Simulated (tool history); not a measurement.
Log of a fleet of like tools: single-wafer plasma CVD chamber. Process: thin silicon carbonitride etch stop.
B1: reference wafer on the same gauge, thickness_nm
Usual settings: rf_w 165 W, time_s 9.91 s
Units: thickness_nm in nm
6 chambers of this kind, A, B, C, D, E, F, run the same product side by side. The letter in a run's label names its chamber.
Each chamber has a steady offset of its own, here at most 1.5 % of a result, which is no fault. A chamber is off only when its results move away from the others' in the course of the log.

Run 1C, hour 9.7: usual settings; B1 5.1096. Result: thickness_nm 5.3605 nm.
Run 2B, hour 21.5: usual settings; B1 5.108. Result: thickness_nm 5.3345 nm.
Run 3D, hour 32.1: usual settings; B1 5.1079. Result: thickness_nm 5.3958 nm.
Run 4E, hour 44.8: usual settings; B1 5.1049. Result: thickness_nm 5.3407 nm.
At hour 56.7: chamber B: RF generator calibrated.
Run 5F, hour 59.1: usual settings; B1 5.1059. Result: thickness_nm 5.3392 nm.
Run 6A, hour 66: usual settings; B1 5.1044. Result: thickness_nm 5.2714 nm.
Run 7E, hour 76.3: usual settings; B1 5.1033. Result: thickness_nm 5.3402 nm.
Run 8C, hour 90.4: usual settings; B1 5.1041. Result: thickness_nm 5.3485 nm.
Run 9D, hour 101.5: usual settings; B1 5.1014. Result: thickness_nm 5.387 nm.
Run 10F, hour 108.9: usual settings but time_s 8.9 s; B1 5.1014. Result: thickness_nm 4.7866 nm.
Run 11A, hour 121: usual settings but time_s 8.9 s; B1 5.101. Result: thickness_nm 4.7379 nm.
Run 12B, hour 128.7: usual settings but time_s 8.9 s; B1 5.1007. Result: thickness_nm 4.7839 nm.
Run 13C, hour 142.4: usual settings but time_s 8.9 s; B1 5.1004. Result: thickness_nm 4.8006 nm.
Run 14D, hour 151.7: usual settings but time_s 8.9 s; B1 5.0976. Result: thickness_nm 4.8142 nm.
Run 15E, hour 165.5: usual settings but time_s 8.9 s; B1 5.0968. Result: thickness_nm 4.7864 nm.
Run 16B, hour 175: usual settings; B1 5.0975. Result: thickness_nm 5.3233 nm.
Run 17F, hour 185.1: usual settings; B1 5.0952. Result: thickness_nm 5.323 nm.
Run 18A, hour 196.1: usual settings; B1 5.0975. Result: thickness_nm 5.26 nm.
Run 19C, hour 204.6: usual settings; B1 5.0951. Result: thickness_nm 5.3375 nm.
At hour 206.7: chamber A: RF generator calibrated.
Run 20F, hour 220.1: usual settings; B1 5.0944. Result: thickness_nm 5.3176 nm.
Run 21B, hour 228.5: usual settings; B1 5.0932. Result: thickness_nm 5.3135 nm.
Run 22D, hour 238.8: usual settings; B1 5.093. Result: thickness_nm 5.373 nm.
Run 23A, hour 248.7: usual settings; B1 5.0926. Result: thickness_nm 5.2542 nm.
Run 24E, hour 263.1: usual settings; B1 5.0906. Result: thickness_nm 5.3232 nm.
Run 25C, hour 270.5: usual settings; B1 5.0932. Result: thickness_nm 5.3336 nm.
Run 26D, hour 280.8: usual settings; B1 5.0919. Result: thickness_nm 5.3622 nm.
Run 27B, hour 290.5: usual settings but time_s 11.36 s; B1 5.0904. Result: thickness_nm 6.0934 nm.
Run 28F, hour 303.6: usual settings but time_s 11.36 s; B1 5.0887. Result: thickness_nm 6.0972 nm.
Run 29E, hour 310.8: usual settings but time_s 11.36 s; B1 5.0886. Result: thickness_nm 6.0951 nm.
Run 30A, hour 319.6: usual settings but time_s 11.36 s; B1 5.0886. Result: thickness_nm 6.0388 nm.
Run 31B, hour 331.3: usual settings but time_s 11.36 s; B1 5.0863. Result: thickness_nm 6.088 nm.
Run 32E, hour 339: usual settings but time_s 11.36 s; B1 5.0843. Result: thickness_nm 6.0926 nm.
Run 33D, hour 346.2: usual settings but rf_w 155 W, time_s 11.03 s; B1 5.0847. Result: thickness_nm 5.8529 nm.
At hour 352.2: chamber E: thermocouple changed; heater temperature recalibrated.
Run 34F, hour 361.3: usual settings but rf_w 155 W, time_s 11.03 s; B1 5.0861. Result: thickness_nm 5.8171 nm.
Run 35A, hour 369.6: usual settings but rf_w 155 W, time_s 11.03 s; B1 5.0838. Result: thickness_nm 5.7435 nm.
Run 36C, hour 378: usual settings but rf_w 155 W, time_s 11.03 s; B1 5.0838. Result: thickness_nm 5.8176 nm.
Run 37E, hour 386.2: usual settings but rf_w 155 W, time_s 11.03 s; B1 5.0817. Result: thickness_nm 5.8204 nm.
Run 38B, hour 394.4: usual settings but rf_w 155 W, time_s 11.03 s; B1 5.0805. Result: thickness_nm 5.8082 nm.

All 6 chambers run these settings next. Forecast each chamber's results:
Run 39A, hour 405.7: usual settings. Result: thickness_nm ?.
Run 39B, hour 405.7: usual settings. Result: thickness_nm ?.
Run 39C, hour 405.7: usual settings. Result: thickness_nm ?.
Run 39D, hour 405.7: usual settings. Result: thickness_nm ?.
Run 39E, hour 405.7: usual settings. Result: thickness_nm ?.
Run 39F, hour 405.7: usual settings. Result: thickness_nm ?.

run  thickness_nm
39A        5.2479
39B        5.3125
39C        5.3217
39D        5.3655
39E        5.3079
39F        5.3112
